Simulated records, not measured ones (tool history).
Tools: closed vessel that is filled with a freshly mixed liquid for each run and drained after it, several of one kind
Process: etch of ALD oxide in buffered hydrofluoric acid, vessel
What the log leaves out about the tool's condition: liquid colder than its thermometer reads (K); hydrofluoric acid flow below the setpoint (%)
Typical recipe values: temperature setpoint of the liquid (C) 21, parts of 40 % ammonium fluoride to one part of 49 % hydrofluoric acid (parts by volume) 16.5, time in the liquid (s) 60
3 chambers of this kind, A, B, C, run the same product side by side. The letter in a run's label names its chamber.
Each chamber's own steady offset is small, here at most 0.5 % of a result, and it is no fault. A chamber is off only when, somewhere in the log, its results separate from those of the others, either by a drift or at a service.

run   hour  temperature setpoint of the liquid (C)  parts of 40 % ammonium fluoride to one part of 49 % hydrofluoric acid (parts by volume)  time in the liquid (s)  hours since the thermometer was replaced  hours since the hydrofluoric acid flow meter was replaced  read-back film thickness of the ALD oxide reference wafer, read on the same gauge (nm)  thickness taken off the ALD oxide on a monitor wafer (Å)
 1B   12.1                                      21                                                                                     16.5                      60                                    1650.6                                                     1685.7                                                                                  70.005                                                    555.17
      19.2  -- chamber C: thermometer replaced
 2C   28.1                                      21                                                                                     16.5                      60                                       8.9                                                      125.7                                                                                  69.986                                                    555.70
 3A   38.7                                      21                                                                                     16.5                      60                                     877.1                                                      100.8                                                                                  69.993                                                    561.00
 4B   46.6                                      21                                                                                     16.5                      60                                    1685.1                                                     1720.2                                                                                  69.994                                                    563.83
      55.9  -- chamber B: hydrofluoric acid flow meter replaced
 5A   58.2                                      21                                                                                     16.5                      60                                     896.6                                                      120.3                                                                                  69.997                                                    559.55
 6C   68.7                                      21                                                                                     16.5                      60                                      49.5                                                      166.3                                                                                  69.995                                                    556.27
 7A   84.2                                      21                                                                                     16.5                      60                                     922.6                                                      146.3                                                                                  69.987                                                    556.41
 8C   98.7                                      21                                                                                     16.5                      60                                      79.5                                                      196.3                                                                                  70.021                                                    555.76
 9B  111.2                                      21                                                                                     16.5                      60                                    1749.7                                                       55.3                                                                                  69.997                                                    565.21
10B  121.8                                      21                                                                                     16.5                      60                                    1760.3                                                       65.9                                                                                  69.982                                                    563.24
11C  132.6                                      21                                                                                     16.5                      60                                     113.4                                                      230.2                                                                                  69.989                                                    552.50
12A  147.6                                      21                                                                                     16.5                      60                                     986.0                                                      209.7                                                                                  69.978                                                    563.04
13C  159.0                                      21                                                                                     16.5                      60                                     139.8                                                      256.6                                                                                  69.983                                                    559.01
14A  171.9                                      21                                                                                     16.5                      60                                    1010.3                                                      234.0                                                                                  70.010                                                    557.10
15B  182.1                                      21                                                                                     11.5                      60                                    1820.6                                                      126.2                                                                                  69.983                                                    797.65
16B  196.3                                      21                                                                                     11.5                      60                                    1834.8                                                      140.4                                                                                  69.978                                                    796.95
17C  211.0                                      21                                                                                     11.5                      60                                     191.8                                                      308.6                                                                                  69.997                                                    788.83
18A  227.3                                      21                                                                                     16.5                      60                                    1065.7                                                      289.4                                                                                  70.003                                                    558.75
19A  239.1                                      21                                                                                     16.5                      60                                    1077.5                                                      301.2                                                                                  69.985                                                    557.87
20B  255.8                                      21                                                                                     16.5                      60                                    1894.3                                                      199.9                                                                                  69.997                                                    558.85
21C  271.5                                      21                                                                                     16.5                      60                                     252.3                                                      369.1                                                                                  69.987                                                    556.33
22A  282.6                                      21                                                                                     16.5                      60                                    1121.0                                                      344.7                                                                                  69.994                                                    562.78

Which is it: a chamber that has drifted or been left off by a service, a gauge drift common to all chambers, or only each chamber's usual small offset? If a chamber is off, name it and its likeliest cause.

The fleet is healthy, with each chamber sitting at its usual small offset and no drift in the gauge.
